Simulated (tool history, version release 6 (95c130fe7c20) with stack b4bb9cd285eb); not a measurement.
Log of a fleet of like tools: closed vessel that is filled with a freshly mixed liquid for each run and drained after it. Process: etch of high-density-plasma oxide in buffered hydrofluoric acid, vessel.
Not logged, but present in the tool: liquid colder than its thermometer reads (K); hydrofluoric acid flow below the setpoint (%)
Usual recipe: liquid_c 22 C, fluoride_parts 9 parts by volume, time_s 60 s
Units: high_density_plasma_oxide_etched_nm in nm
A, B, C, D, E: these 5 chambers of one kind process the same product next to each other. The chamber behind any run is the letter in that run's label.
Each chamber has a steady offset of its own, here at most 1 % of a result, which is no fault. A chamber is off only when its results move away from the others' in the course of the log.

run	hour	liquid_c	fluoride_parts	time_s	hours since the thermometer was replaced	hours since the hydrofluoric acid flow meter was replaced	read-back film thickness of the high-density-plasma oxide reference wafer, read on the same gauge (nm)	high_density_plasma_oxide_etched_nm
1C	6.4	22	9	60	293.9	1722.1	139.96	85.228
2A	10.5	22	9	60	1237.4	2113.4	139.96	83.859
3D	18.2	22	9	60	164.6	698.5	140.02	85.128
4E	23.7	22	9	60	1579.3	699.2	140	83.252
5B	28.2	22	9	60	1573.5	257.7	140.03	85.038
6E	35.4	22	9	60	1591	710.9	139.99	83.639
7C	43.6	22	9	60	331.1	1759.3	140.01	84.883
8A	52.4	22	9	85	1279.3	2155.3	139.99	116.8
9B	58.9	22	9	85	1604.2	288.4	140.02	119.96
# hour 60.7: chamber A: hydrofluoric acid flow meter replaced
10D	63.4	22	9	85	209.8	743.7	140.02	119.67
11A	67.6	22	9	85	1294.5	7	139.97	114.9
12B	74.3	22	9	85	1619.6	303.8	139.98	120.15
13E	80.3	22	9	60	1635.9	755.8	140.01	82.545
# hour 80.8: chamber E: hydrofluoric acid flow meter replaced
14C	84.6	22	9	60	372.1	1800.3	140.01	85.161
15D	91.1	22	10.5	60	237.5	771.4	139.99	76.233
16E	96.5	22	10.5	60	1652.1	15.7	140.05	74.976
17D	102.9	22	10.5	60	249.3	783.2	139.99	76.035
18C	107.8	22	10.5	60	395.3	1823.5	140.03	75.487
19B	111.9	22	10.5	60	1657.2	341.4	140	74.821
20A	116.4	22	9	60	1343.3	55.8	139.97	78.766
21A	122.3	22	9	60	1349.2	61.7	140	79.528
22B	128	22	9	60	1673.3	357.5	140.07	84.368
23E	134.9	22	9	60	1690.5	54.1	139.98	84.137
24C	138.9	22	9	60	426.4	1854.6	140.03	84.925
25D	144.2	22	9	60	290.6	824.5	140.02	85.227
26E	152.8	22	9	60	1708.4	72	140.03	83.662
27C	157.2	22	9	60	444.7	1872.9	140.03	82.649
28A	165.7	22	9	60	1392.6	105.1	140	76.749
29B	172.3	22	12.5	60	1717.6	401.8	139.98	63.294
30D	180.5	22	12.5	60	326.9	860.8	140.01	64.029
31A	186.6	22	12.5	60	1413.5	126	139.99	57.531
32D	195.7	22	12.5	60	342.1	876	140.05	64.374
33C	203.7	22	12.5	60	491.2	1919.4	140.03	64.764
34E	210	19	9	30	1765.6	129.2	140.02	35.175
# hour 215.4: chamber B: hydrofluoric acid flow meter replaced
35B	215.5	19	9	30	1760.8	0.2	140.01	35.533
36B	224.6	19	9	30	1769.9	9.3	139.95	35.624
37A	231.3	19	9	30	1458.2	170.7	140	31.426

Next, every chamber runs the same settings. What will each give?
38A	237.9	22	9	60				?
38B	237.9	22	9	60				?
38C	237.9	22	9	60				?
38D	237.9	22	9	60				?
38E	237.9	22	9	60				?

run	high_density_plasma_oxide_etched_nm
38A	73.745
38B	83.22
38C	83.882
38D	86.534
38E	85.082
